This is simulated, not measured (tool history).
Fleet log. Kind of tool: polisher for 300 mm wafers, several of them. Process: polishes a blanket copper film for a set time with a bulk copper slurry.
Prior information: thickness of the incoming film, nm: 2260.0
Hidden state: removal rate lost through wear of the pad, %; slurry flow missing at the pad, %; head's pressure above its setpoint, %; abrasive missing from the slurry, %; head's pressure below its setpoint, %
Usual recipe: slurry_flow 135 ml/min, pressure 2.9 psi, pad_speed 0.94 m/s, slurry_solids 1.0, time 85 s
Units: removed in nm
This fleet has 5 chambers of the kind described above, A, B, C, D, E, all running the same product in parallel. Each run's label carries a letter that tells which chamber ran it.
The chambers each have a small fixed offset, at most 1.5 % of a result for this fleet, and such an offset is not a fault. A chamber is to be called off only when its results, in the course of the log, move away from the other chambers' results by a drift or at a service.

run,hour,slurry_flow,pressure,pad_speed,slurry_solids,time,wafers polished on this pad,hours since the slurry nozzle was cleaned,hours since the head pressure was calibrated,hours since the slurry blender was calibrated,removed
1B,5.9,135,2.9,0.94,1.0,85,789,385.4,1190.9,120.2,760.42
# hour 7.3: chamber E: head pressure recalibrated
2A,12.4,135,2.9,0.94,1.0,85,222,303.4,881.5,69.9,749.62
3D,17.1,135,2.9,0.94,1.0,85,613,175.0,546.9,26.2,774.43
4E,24.6,135,2.9,0.94,1.0,85,169,620.3,17.3,214.1,759.35
5C,31.8,135,2.0,0.94,1.0,85,429,269.6,1078.3,83.1,520.56
6A,39.4,135,2.0,0.94,1.0,85,388,330.4,908.5,96.9,523.52
7D,43.0,135,2.0,0.94,1.0,85,772,200.9,572.8,52.1,531.05
8C,47.2,135,2.0,0.94,1.0,85,524,285.0,1093.7,98.5,519.75
9E,54.3,135,2.0,0.94,1.0,85,352,650.0,47.0,243.8,521.46
# hour 60.7: chamber A: head pressure recalibrated
10B,62.0,135,2.9,0.94,1.0,85,1133,441.5,1247.0,176.3,757.87
11D,67.7,135,2.9,0.94,1.0,85,924,225.6,597.5,76.8,768.57
# hour 68.2: chamber D: worn pad replaced by a new one
12B,75.7,135,2.9,0.94,1.0,85,1217,455.2,1260.7,190.0,761.19
13E,80.0,135,2.9,0.94,1.0,85,509,675.7,72.7,269.5,761.69
# hour 82.1: chamber B: slurry blender recalibrated
# hour 83.6: chamber B: worn pad replaced by a new one
14C,87.3,135,2.9,0.94,1.0,85,770,325.1,1133.8,138.6,756.35
15A,94.6,135,2.9,0.94,1.0,85,727,385.6,34.0,152.1,749.62
16C,100.5,135,2.9,0.94,1.0,85,851,338.3,1147.0,151.8,757.04
# hour 100.8: chamber E: worn pad replaced by a new one
17A,107.6,135,2.9,0.94,1.0,85,807,398.6,47.0,165.1,750.00
18D,115.7,135,2.9,0.94,0.7,85,291,273.6,645.5,124.8,715.15
19E,121.4,135,2.9,0.94,0.7,85,126,717.1,114.1,310.9,706.78
20B,127.3,135,2.9,0.94,0.7,85,268,506.8,1312.3,45.3,702.12
# hour 131.7: chamber B: head pressure recalibrated
21A,133.2,135,2.9,0.94,0.7,85,964,424.2,72.6,190.7,692.41
22C,141.0,135,2.9,0.94,0.7,85,1099,378.8,1187.5,192.3,695.79
23D,148.3,135,2.9,0.94,1.0,85,491,306.2,678.1,157.4,768.18
# hour 151.8: chamber E: slurry blender recalibrated
# hour 152.1: chamber C: worn pad replaced by a new one
24E,152.4,135,2.9,0.94,1.0,85,317,748.1,145.1,0.7,762.66
25B,158.7,135,2.9,0.94,1.0,85,461,538.2,27.1,76.7,725.56
26A,164.0,135,2.9,0.94,1.0,85,1153,455.0,103.4,221.5,754.19
27D,168.7,135,2.9,0.94,1.0,85,616,326.6,698.5,177.8,758.79
28C,176.7,135,2.9,0.94,1.0,85,151,414.5,1223.2,228.0,767.09
29E,182.9,135,2.9,0.94,1.0,85,504,778.6,175.6,31.2,765.07
30B,188.5,135,2.9,0.94,1.0,58,644,568.0,56.9,106.5,490.53
# hour 192.6: chamber E: worn pad replaced by a new one
31A,193.5,135,2.9,0.94,1.0,58,1334,484.5,132.9,251.0,513.73
# hour 199.7: chamber D: slurry nozzle cleaned
32E,200.5,135,2.9,0.94,1.0,58,48,796.2,193.2,48.8,518.81
33D,206.4,135,2.9,0.94,1.0,58,848,6.7,736.2,215.5,519.79
34C,213.1,135,2.9,0.94,1.0,58,374,450.9,1259.6,264.4,519.54
35B,220.5,135,2.9,0.94,1.0,85,840,600.0,88.9,138.5,725.69
36D,225.9,135,2.9,0.94,1.0,85,967,26.2,755.7,235.0,774.18
37A,229.9,135,2.9,0.94,1.0,85,1557,520.9,169.3,287.4,754.85

Has any chamber moved away from the others, gradually or after a service, or does the common gauge drift, or do the chambers differ only by their own small steady offsets? State the chamber and the most likely cause if one applies.

After it was serviced, chamber B no longer matches the other chambers.
Cause: head's pressure below its setpoint, % = 4.22.

Here are 4 candidates for chamber B's next run, each the usual settings with a change, their results left as question marks. Which one brings its results back in line with what the others give on the usual settings?
In line here means within this much of the mean the other chambers give on the usual settings: removed 18.00 nm
38B-1,235.7,135,3.0,0.96,1.0,88,,,,,?
38B-2,235.7,135,2.9,0.92,1.0,83,,,,,?
38B-3,235.7,135,2.9,0.96,1.0,87,,,,,?
38B-4,235.7,135,2.8,0.92,1.0,82,,,,,?

What the other chambers average on the usual settings: removed 760.31 nm
run,removed
38B-1,791.01
38B-2,691.57
38B-3,755.93
38B-4,659.66
Change 38B-3 lands the chamber within the allowed miss of the other chambers.
